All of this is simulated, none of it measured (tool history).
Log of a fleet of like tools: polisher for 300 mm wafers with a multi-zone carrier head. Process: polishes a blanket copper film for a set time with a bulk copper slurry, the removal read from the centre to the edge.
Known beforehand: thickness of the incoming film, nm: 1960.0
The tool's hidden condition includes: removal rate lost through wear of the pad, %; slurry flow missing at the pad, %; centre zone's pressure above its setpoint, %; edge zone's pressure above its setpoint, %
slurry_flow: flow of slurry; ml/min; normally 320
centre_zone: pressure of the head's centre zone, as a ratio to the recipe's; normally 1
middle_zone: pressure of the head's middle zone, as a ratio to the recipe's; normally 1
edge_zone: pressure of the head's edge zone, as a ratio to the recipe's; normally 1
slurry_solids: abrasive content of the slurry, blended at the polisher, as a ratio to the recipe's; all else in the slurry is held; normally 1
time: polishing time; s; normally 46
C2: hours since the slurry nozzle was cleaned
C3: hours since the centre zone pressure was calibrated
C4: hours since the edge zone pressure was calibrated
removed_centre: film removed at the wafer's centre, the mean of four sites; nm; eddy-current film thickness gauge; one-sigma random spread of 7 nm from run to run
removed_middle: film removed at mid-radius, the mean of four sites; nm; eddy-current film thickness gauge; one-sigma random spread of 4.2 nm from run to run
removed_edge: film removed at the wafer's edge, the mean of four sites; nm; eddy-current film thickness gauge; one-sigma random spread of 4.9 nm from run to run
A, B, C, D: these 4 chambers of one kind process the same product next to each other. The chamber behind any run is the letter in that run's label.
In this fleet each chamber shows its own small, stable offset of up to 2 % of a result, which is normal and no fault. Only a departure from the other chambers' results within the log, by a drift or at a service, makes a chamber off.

{"run": "1B", "hour": 10.7, "slurry_flow": 320, "centre_zone": 1, "middle_zone": 1, "edge_zone": 1, "slurry_solids": 1, "time": 46, "wafers polished on this pad": 760, "C2": 416.5, "C3": 749.6, "C4": 238.4, "removed_centre": 573.36, "removed_middle": 567.32, "removed_edge": 572.87}
{"run": "2D", "hour": 22.8, "slurry_flow": 320, "centre_zone": 1, "middle_zone": 1, "edge_zone": 1, "slurry_solids": 1, "time": 46, "wafers polished on this pad": 537, "C2": 42.8, "C3": 324.7, "C4": 1056.1, "removed_centre": 579.96, "removed_middle": 578.3, "removed_edge": 571.5}
{"hour": 29.2, "done": "chamber A: edge zone pressure recalibrated"}
{"run": "3A", "hour": 31.4, "slurry_flow": 320, "centre_zone": 1, "middle_zone": 1, "edge_zone": 1, "slurry_solids": 1, "time": 46, "wafers polished on this pad": 1039, "C2": 144.4, "C3": 98.5, "C4": 2.3, "removed_centre": 573.48, "removed_middle": 576.9, "removed_edge": 578.94}
{"hour": 33.6, "done": "chamber B: worn pad replaced by a new one"}
{"run": "4C", "hour": 40.6, "slurry_flow": 320, "centre_zone": 1, "middle_zone": 1, "edge_zone": 1, "slurry_solids": 1, "time": 46, "wafers polished on this pad": 1023, "C2": 395.1, "C3": 713.1, "C4": 708.3, "removed_centre": 586.4, "removed_middle": 565.16, "removed_edge": 570}
{"hour": 43.0, "done": "chamber C: slurry nozzle cleaned"}
{"run": "5B", "hour": 47.6, "slurry_flow": 320, "centre_zone": 1, "middle_zone": 1, "edge_zone": 1, "slurry_solids": 1, "time": 46, "wafers polished on this pad": 206, "C2": 453.4, "C3": 786.5, "C4": 275.3, "removed_centre": 565.28, "removed_middle": 575.28, "removed_edge": 581.78}
{"hour": 56.4, "done": "chamber C: worn pad replaced by a new one"}
{"run": "6D", "hour": 56.5, "slurry_flow": 320, "centre_zone": 1, "middle_zone": 1, "edge_zone": 1, "slurry_solids": 1, "time": 46, "wafers polished on this pad": 1032, "C2": 76.5, "C3": 358.4, "C4": 1089.8, "removed_centre": 574.26, "removed_middle": 569.84, "removed_edge": 573.56}
{"hour": 59.2, "done": "chamber A: worn pad replaced by a new one"}
{"run": "7C", "hour": 70.7, "slurry_flow": 320, "centre_zone": 1, "middle_zone": 1, "edge_zone": 1, "slurry_solids": 1, "time": 46, "wafers polished on this pad": 211, "C2": 27.7, "C3": 743.2, "C4": 738.4, "removed_centre": 580.54, "removed_middle": 572.23, "removed_edge": 570.29}
{"hour": 78.3, "done": "chamber D: worn pad replaced by a new one"}
{"run": "8A", "hour": 81.3, "slurry_flow": 320, "centre_zone": 1, "middle_zone": 1, "edge_zone": 1, "slurry_solids": 1, "time": 46, "wafers polished on this pad": 324, "C2": 194.3, "C3": 148.4, "C4": 52.2, "removed_centre": 571.63, "removed_middle": 570.84, "removed_edge": 579.96}
{"run": "9A", "hour": 90.1, "slurry_flow": 320, "centre_zone": 1, "middle_zone": 1, "edge_zone": 1, "slurry_solids": 1, "time": 46, "wafers polished on this pad": 453, "C2": 203.1, "C3": 157.2, "C4": 61, "removed_centre": 584.67, "removed_middle": 572.25, "removed_edge": 579.15}
{"run": "10C", "hour": 96.8, "slurry_flow": 320, "centre_zone": 1, "middle_zone": 1, "edge_zone": 1, "slurry_solids": 1, "time": 46, "wafers polished on this pad": 594, "C2": 53.8, "C3": 769.3, "C4": 764.5, "removed_centre": 580.81, "removed_middle": 573.33, "removed_edge": 571.98}
{"hour": 99.7, "done": "chamber B: worn pad replaced by a new one"}
{"run": "11D", "hour": 109.2, "slurry_flow": 320, "centre_zone": 1, "middle_zone": 1, "edge_zone": 1, "slurry_solids": 1, "time": 46, "wafers polished on this pad": 454, "C2": 129.2, "C3": 411.1, "C4": 1142.5, "removed_centre": 567.95, "removed_middle": 571.65, "removed_edge": 573.15}
{"run": "12B", "hour": 123.2, "slurry_flow": 320, "centre_zone": 1, "middle_zone": 1, "edge_zone": 1, "slurry_solids": 1, "time": 46, "wafers polished on this pad": 345, "C2": 529, "C3": 862.1, "C4": 350.9, "removed_centre": 571.68, "removed_middle": 568.31, "removed_edge": 583.68}
{"run": "13D", "hour": 134.7, "slurry_flow": 320, "centre_zone": 1, "middle_zone": 1, "edge_zone": 1, "slurry_solids": 1, "time": 46, "wafers polished on this pad": 828, "C2": 154.7, "C3": 436.6, "C4": 1168, "removed_centre": 581.31, "removed_middle": 574.94, "removed_edge": 578.17}
{"hour": 135.4, "done": "chamber C: worn pad replaced by a new one"}
{"run": "14B", "hour": 142.6, "slurry_flow": 320, "centre_zone": 1, "middle_zone": 1, "edge_zone": 1, "slurry_solids": 1.25, "time": 46, "wafers polished on this pad": 630, "C2": 548.4, "C3": 881.5, "C4": 370.3, "removed_centre": 594.99, "removed_middle": 607.09, "removed_edge": 608.55}
{"run": "15A", "hour": 152.5, "slurry_flow": 320, "centre_zone": 1, "middle_zone": 1, "edge_zone": 1, "slurry_solids": 1.25, "time": 46, "wafers polished on this pad": 1369, "C2": 265.5, "C3": 219.6, "C4": 123.4, "removed_centre": 613.14, "removed_middle": 605.9, "removed_edge": 609.15}
{"hour": 157.0, "done": "chamber B: worn pad replaced by a new one"}
{"hour": 157.6, "done": "chamber A: worn pad replaced by a new one"}
{"hour": 159.3, "done": "chamber D: worn pad replaced by a new one"}
{"run": "16C", "hour": 162.5, "slurry_flow": 320, "centre_zone": 1, "middle_zone": 1, "edge_zone": 1, "slurry_solids": 1.25, "time": 46, "wafers polished on this pad": 398, "C2": 119.5, "C3": 835, "C4": 830.2, "removed_centre": 615.15, "removed_middle": 601.47, "removed_edge": 604.87}
{"run": "17D", "hour": 174.4, "slurry_flow": 320, "centre_zone": 1, "middle_zone": 1, "edge_zone": 1, "slurry_solids": 1.25, "time": 46, "wafers polished on this pad": 222, "C2": 194.4, "C3": 476.3, "C4": 1207.7, "removed_centre": 623.79, "removed_middle": 596.72, "removed_edge": 599.79}
{"hour": 181.0, "done": "chamber D: slurry nozzle cleaned"}
{"run": "18A", "hour": 181.8, "slurry_flow": 320, "centre_zone": 1, "middle_zone": 1, "edge_zone": 1, "slurry_solids": 1, "time": 46, "wafers polished on this pad": 355, "C2": 294.8, "C3": 248.9, "C4": 152.7, "removed_centre": 572.58, "removed_middle": 582.48, "removed_edge": 578.47}
{"run": "19B", "hour": 191.1, "slurry_flow": 320, "centre_zone": 1, "middle_zone": 1, "edge_zone": 1, "slurry_solids": 1, "time": 46, "wafers polished on this pad": 502, "C2": 596.9, "C3": 930, "C4": 418.8, "removed_centre": 566.1, "removed_middle": 576.76, "removed_edge": 578.05}
{"run": "20C", "hour": 198.2, "slurry_flow": 320, "centre_zone": 1, "middle_zone": 1, "edge_zone": 1, "slurry_solids": 1, "time": 46, "wafers polished on this pad": 922, "C2": 155.2, "C3": 870.7, "C4": 865.9, "removed_centre": 589.98, "removed_middle": 581.37, "removed_edge": 571.74}
{"run": "21A", "hour": 211.7, "slurry_flow": 320, "centre_zone": 1, "middle_zone": 1, "edge_zone": 1, "slurry_solids": 1, "time": 46, "wafers polished on this pad": 794, "C2": 324.7, "C3": 278.8, "C4": 182.6, "removed_centre": 575.34, "removed_middle": 574.81, "removed_edge": 580.42}
{"hour": 221.1, "done": "chamber B: worn pad replaced by a new one"}
{"run": "22B", "hour": 221.9, "slurry_flow": 320, "centre_zone": 1, "middle_zone": 1, "edge_zone": 1, "slurry_solids": 1, "time": 46, "wafers polished on this pad": 13, "C2": 627.7, "C3": 960.8, "C4": 449.6, "removed_centre": 576.46, "removed_middle": 579.87, "removed_edge": 576.77}
{"hour": 225.8, "done": "chamber C: worn pad replaced by a new one"}
{"run": "23D", "hour": 228.4, "slurry_flow": 320, "centre_zone": 1, "middle_zone": 1, "edge_zone": 1, "slurry_solids": 1, "time": 46, "wafers polished on this pad": 1015, "C2": 47.5, "C3": 530.3, "C4": 1261.7, "removed_centre": 611.62, "removed_middle": 589.12, "removed_edge": 582.45}
{"run": "24C", "hour": 238.3, "slurry_flow": 320, "centre_zone": 1, "middle_zone": 1, "edge_zone": 1, "slurry_solids": 1, "time": 46, "wafers polished on this pad": 184, "C2": 195.3, "C3": 910.8, "C4": 906, "removed_centre": 591.57, "removed_middle": 577.72, "removed_edge": 575.3}
{"run": "25A", "hour": 245.8, "slurry_flow": 320, "centre_zone": 1, "middle_zone": 1, "edge_zone": 1, "slurry_solids": 1, "time": 46, "wafers polished on this pad": 1295, "C2": 358.8, "C3": 312.9, "C4": 216.7, "removed_centre": 581.86, "removed_middle": 578.14, "removed_edge": 584.62}
{"hour": 248.7, "done": "chamber D: worn pad replaced by a new one"}
{"hour": 254.7, "done": "chamber A: worn pad replaced by a new one"}
{"run": "26B", "hour": 256.0, "slurry_flow": 320, "centre_zone": 1, "middle_zone": 1, "edge_zone": 1, "slurry_solids": 1, "time": 46, "wafers polished on this pad": 513, "C2": 661.8, "C3": 994.9, "C4": 483.7, "removed_centre": 569.46, "removed_middle": 576.01, "removed_edge": 575.07}
{"run": "27C", "hour": 265.2, "slurry_flow": 320, "centre_zone": 1, "middle_zone": 1, "edge_zone": 1, "slurry_solids": 1, "time": 46, "wafers polished on this pad": 579, "C2": 222.2, "C3": 937.7, "C4": 932.9, "removed_centre": 583.6, "removed_middle": 571.88, "removed_edge": 573.37}
{"run": "28D", "hour": 271.8, "slurry_flow": 320, "centre_zone": 1, "middle_zone": 1, "edge_zone": 1, "slurry_solids": 1, "time": 46, "wafers polished on this pad": 339, "C2": 90.9, "C3": 573.7, "C4": 1305.1, "removed_centre": 631.88, "removed_middle": 576.1, "removed_edge": 581.24}
{"run": "29B", "hour": 281.1, "slurry_flow": 320, "centre_zone": 1, "middle_zone": 1, "edge_zone": 1, "slurry_solids": 1, "time": 46, "wafers polished on this pad": 882, "C2": 686.9, "C3": 1020, "C4": 508.8, "removed_centre": 570.36, "removed_middle": 567.09, "removed_edge": 580.61}
{"run": "30C", "hour": 292.5, "slurry_flow": 320, "centre_zone": 1, "middle_zone": 1, "edge_zone": 1, "slurry_solids": 1, "time": 46, "wafers polished on this pad": 980, "C2": 249.5, "C3": 965, "C4": 960.2, "removed_centre": 584.52, "removed_middle": 573.09, "removed_edge": 573.93}
{"run": "31D", "hour": 301.0, "slurry_flow": 320, "centre_zone": 1, "middle_zone": 1, "edge_zone": 1, "slurry_solids": 1, "time": 46, "wafers polished on this pad": 768, "C2": 120.1, "C3": 602.9, "C4": 1334.3, "removed_centre": 612.39, "removed_middle": 578.03, "removed_edge": 581.67}
{"hour": 305.3, "done": "chamber C: worn pad replaced by a new one"}
{"run": "32A", "hour": 308.8, "slurry_flow": 320, "centre_zone": 1, "middle_zone": 1, "edge_zone": 1, "slurry_solids": 1, "time": 46, "wafers polished on this pad": 795, "C2": 421.8, "C3": 375.9, "C4": 279.7, "removed_centre": 565.34, "removed_middle": 584.28, "removed_edge": 576.99}
{"hour": 318.2, "done": "chamber A: centre zone pressure recalibrated"}
{"run": "33A", "hour": 320.7, "slurry_flow": 320, "centre_zone": 1, "middle_zone": 1, "edge_zone": 1, "slurry_solids": 1, "time": 46, "wafers polished on this pad": 969, "C2": 433.7, "C3": 2.6, "C4": 291.6, "removed_centre": 588.51, "removed_middle": 580.62, "removed_edge": 585.12}
{"run": "34C", "hour": 333.7, "slurry_flow": 320, "centre_zone": 1, "middle_zone": 1, "edge_zone": 1, "slurry_solids": 1, "time": 46, "wafers polished on this pad": 417, "C2": 290.7, "C3": 1006.2, "C4": 1001.4, "removed_centre": 572.94, "removed_middle": 574.4, "removed_edge": 573.08}

Read the log: is a single chamber off, either drifting away or since a service, is the gauge that measures every chamber drifting, or is nothing wrong beyond small per-chamber offsets? Name any odd chamber and what most likely caused it.

It is chamber D that slowly wanders off from its peers.
Cause: centre zone's pressure above its setpoint, % = 11.

Chamber D could run next with any of the 4 candidate recipes listed below; each alters the usual settings, and their results appear as question marks. Which one brings its results back in line with what the other chambers deliver on the usual settings?
In line here means within this much of the mean the other chambers give on the usual settings: removed_centre 24 nm; removed_middle 14 nm; removed_edge 17 nm
{"run": "35D-1", "hour": 343.9, "slurry_flow": 315, "centre_zone": 0.92, "middle_zone": 1.01, "edge_zone": 1.03, "slurry_solids": 1, "time": 45, "removed_centre": "?", "removed_middle": "?", "removed_edge": "?"}
{"run": "35D-2", "hour": 343.9, "slurry_flow": 325, "centre_zone": 1.08, "middle_zone": 0.99, "edge_zone": 0.97, "slurry_solids": 1, "time": 47, "removed_centre": "?", "removed_middle": "?", "removed_edge": "?"}
{"run": "35D-3", "hour": 343.9, "slurry_flow": 320, "centre_zone": 1.02, "middle_zone": 1, "edge_zone": 0.99, "slurry_solids": 1, "time": 46, "removed_centre": "?", "removed_middle": "?", "removed_edge": "?"}
{"run": "35D-4", "hour": 343.9, "slurry_flow": 320, "centre_zone": 0.98, "middle_zone": 1, "edge_zone": 1.01, "slurry_solids": 1, "time": 46, "removed_centre": "?", "removed_middle": "?", "removed_edge": "?"}

Other chambers, usual settings, mean: removed_centre 571.61 nm; removed_middle 568.89 nm; removed_edge 570 nm
run=35D-1 removed_centre=565.29 removed_middle=568.64 removed_edge=566.31
run=35D-2 removed_centre=706.77 removed_middle=584.44 removed_edge=574.47
run=35D-3 removed_centre=648.7 removed_middle=576.6 removed_edge=567.58
run=35D-4 removed_centre=620.74 removed_middle=576.73 removed_edge=573.63
The answer is 35D-1, which returns the chamber to within the allowed miss of the others.

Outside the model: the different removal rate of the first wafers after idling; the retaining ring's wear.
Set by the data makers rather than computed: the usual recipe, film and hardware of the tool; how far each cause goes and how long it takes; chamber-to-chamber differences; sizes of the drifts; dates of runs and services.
